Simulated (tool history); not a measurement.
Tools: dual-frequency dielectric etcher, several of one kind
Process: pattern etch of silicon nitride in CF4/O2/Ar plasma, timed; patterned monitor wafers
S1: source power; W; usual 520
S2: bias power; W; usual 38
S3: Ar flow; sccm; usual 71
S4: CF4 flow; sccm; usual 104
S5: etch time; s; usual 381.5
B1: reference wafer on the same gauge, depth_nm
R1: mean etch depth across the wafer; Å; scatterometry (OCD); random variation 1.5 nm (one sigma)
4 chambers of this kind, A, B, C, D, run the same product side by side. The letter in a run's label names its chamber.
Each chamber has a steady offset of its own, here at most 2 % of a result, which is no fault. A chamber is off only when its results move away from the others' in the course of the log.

{"run": "1A", "hour": 10.0, "S1": 520, "S2": 38, "S3": 71, "S4": 104, "S5": 381.5, "B1": 608, "R1": 7128.5}
{"run": "2D", "hour": 17.6, "S1": 520, "S2": 38, "S3": 71, "S4": 104, "S5": 381.5, "B1": 608.14, "R1": 7001.3}
{"run": "3C", "hour": 26.5, "S1": 520, "S2": 38, "S3": 71, "S4": 104, "S5": 381.5, "B1": 608.15, "R1": 7228.8}
{"hour": 27.1, "done": "chamber C: wet clean of the chamber"}
{"run": "4B", "hour": 31.5, "S1": 520, "S2": 38, "S3": 71, "S4": 104, "S5": 381.5, "B1": 608.03, "R1": 7082.4}
{"run": "5D", "hour": 41.2, "S1": 520, "S2": 38, "S3": 71, "S4": 104, "S5": 381.5, "B1": 608.35, "R1": 6989.1}
{"run": "6C", "hour": 47.1, "S1": 520, "S2": 41, "S3": 71, "S4": 104, "S5": 492.5, "B1": 608.17, "R1": 9571.4}
{"run": "7A", "hour": 55.1, "S1": 520, "S2": 41, "S3": 71, "S4": 104, "S5": 492.5, "B1": 608.47, "R1": 9418.7}
{"run": "8B", "hour": 60.5, "S1": 520, "S2": 41, "S3": 71, "S4": 104, "S5": 492.5, "B1": 608.04, "R1": 9411.7}
{"run": "9A", "hour": 68.9, "S1": 520, "S2": 41, "S3": 71, "S4": 104, "S5": 492.5, "B1": 607.42, "R1": 9390.1}
{"run": "10B", "hour": 77.7, "S1": 520, "S2": 38, "S3": 71, "S4": 104, "S5": 381.5, "B1": 608.26, "R1": 7093.3}
{"run": "11C", "hour": 82.6, "S1": 520, "S2": 38, "S3": 71, "S4": 104, "S5": 381.5, "B1": 607.91, "R1": 7232.4}
{"run": "12D", "hour": 90.6, "S1": 520, "S2": 38, "S3": 71, "S4": 104, "S5": 381.5, "B1": 607.89, "R1": 7005.5}
{"run": "13A", "hour": 95.2, "S1": 520, "S2": 38, "S3": 71, "S4": 104, "S5": 381.5, "B1": 608.16, "R1": 7117.1}
{"run": "14C", "hour": 100.3, "S1": 520, "S2": 38, "S3": 71, "S4": 104, "S5": 381.5, "B1": 607.69, "R1": 7227.3}
{"run": "15B", "hour": 106.2, "S1": 520, "S2": 38, "S3": 71, "S4": 104, "S5": 381.5, "B1": 608.28, "R1": 7130.1}
{"run": "16D", "hour": 112.0, "S1": 520, "S2": 38, "S3": 66, "S4": 104, "S5": 381.5, "B1": 608.15, "R1": 7048.8}
{"run": "17A", "hour": 121.4, "S1": 520, "S2": 38, "S3": 66, "S4": 104, "S5": 381.5, "B1": 608.49, "R1": 7111.2}
{"run": "18B", "hour": 127.9, "S1": 520, "S2": 38, "S3": 66, "S4": 104, "S5": 381.5, "B1": 608.21, "R1": 7171.8}
{"hour": 131.3, "done": "chamber B: Ar flow controller replaced"}
{"run": "19C", "hour": 136.1, "S1": 520, "S2": 38, "S3": 66, "S4": 104, "S5": 381.5, "B1": 607.87, "R1": 7305.8}
{"hour": 143.6, "done": "chamber D: wet clean of the chamber"}
{"run": "20D", "hour": 144.9, "S1": 520, "S2": 38, "S3": 71, "S4": 104, "S5": 315, "B1": 607.92, "R1": 5786}
{"run": "21B", "hour": 153.3, "S1": 520, "S2": 38, "S3": 71, "S4": 104, "S5": 315, "B1": 608.14, "R1": 5876.4}
{"hour": 157.2, "done": "chamber B: bias power generator calibrated"}
{"run": "22C", "hour": 158.9, "S1": 520, "S2": 38, "S3": 71, "S4": 104, "S5": 315, "B1": 608.03, "R1": 5989.8}
{"run": "23A", "hour": 167.8, "S1": 520, "S2": 38, "S3": 71, "S4": 104, "S5": 315, "B1": 607.85, "R1": 5802.3}
{"run": "24D", "hour": 174.2, "S1": 520, "S2": 38, "S3": 71, "S4": 104, "S5": 381.5, "B1": 608.05, "R1": 7011}
{"hour": 178.7, "done": "chamber A: wet clean of the chamber"}
{"run": "25D", "hour": 183.7, "S1": 590, "S2": 38, "S3": 71, "S4": 104, "S5": 381.5, "B1": 608.04, "R1": 7819.9}
{"run": "26A", "hour": 188.1, "S1": 590, "S2": 38, "S3": 71, "S4": 104, "S5": 381.5, "B1": 608.17, "R1": 7813.6}
{"run": "27C", "hour": 196.3, "S1": 590, "S2": 38, "S3": 71, "S4": 104, "S5": 381.5, "B1": 607.86, "R1": 8085.1}
{"run": "28B", "hour": 205.2, "S1": 590, "S2": 38, "S3": 71, "S4": 104, "S5": 381.5, "B1": 607.63, "R1": 7925.7}
{"run": "29B", "hour": 211.9, "S1": 590, "S2": 33, "S3": 71, "S4": 104, "S5": 381.5, "B1": 607.61, "R1": 7560.5}

What goes on in this fleet: one chamber off, a drifting gauge, or nothing beyond the chambers' own small offsets? Name the chamber and the cause, if any.

Chamber A drifts away from the others.
Cause: source power that arrives under what is set, % = 1.79.
The log may not tell that from: bias power that arrives under what is set, %.

Here are 4 candidates for chamber A's next run, each the usual settings with a change, their results left as question marks. Which one brings its results back in line with what the others give on the usual settings?
In line means no further than this from the other chambers' mean on the usual settings: R1 57 Å
{"run": "30A-1", "hour": 219.1, "S1": 530, "S2": 38, "S3": 71, "S4": 104, "S5": 388.5, "R1": "?"}
{"run": "30A-2", "hour": 219.1, "S1": 500, "S2": 38, "S3": 71, "S4": 104, "S5": 381.5, "R1": "?"}
{"run": "30A-3", "hour": 219.1, "S1": 510, "S2": 38, "S3": 71, "S4": 104, "S5": 381.5, "R1": "?"}
{"run": "30A-4", "hour": 219.1, "S1": 530, "S2": 38, "S3": 71, "S4": 104, "S5": 381.5, "R1": "?"}

The other chambers' mean on the usual settings: R1 7113.7 Å
run=30A-1 R1=7258.5
run=30A-2 R1=6775.4
run=30A-3 R1=6893.1
run=30A-4 R1=7127.7
30A-4 brings the chamber back in line.
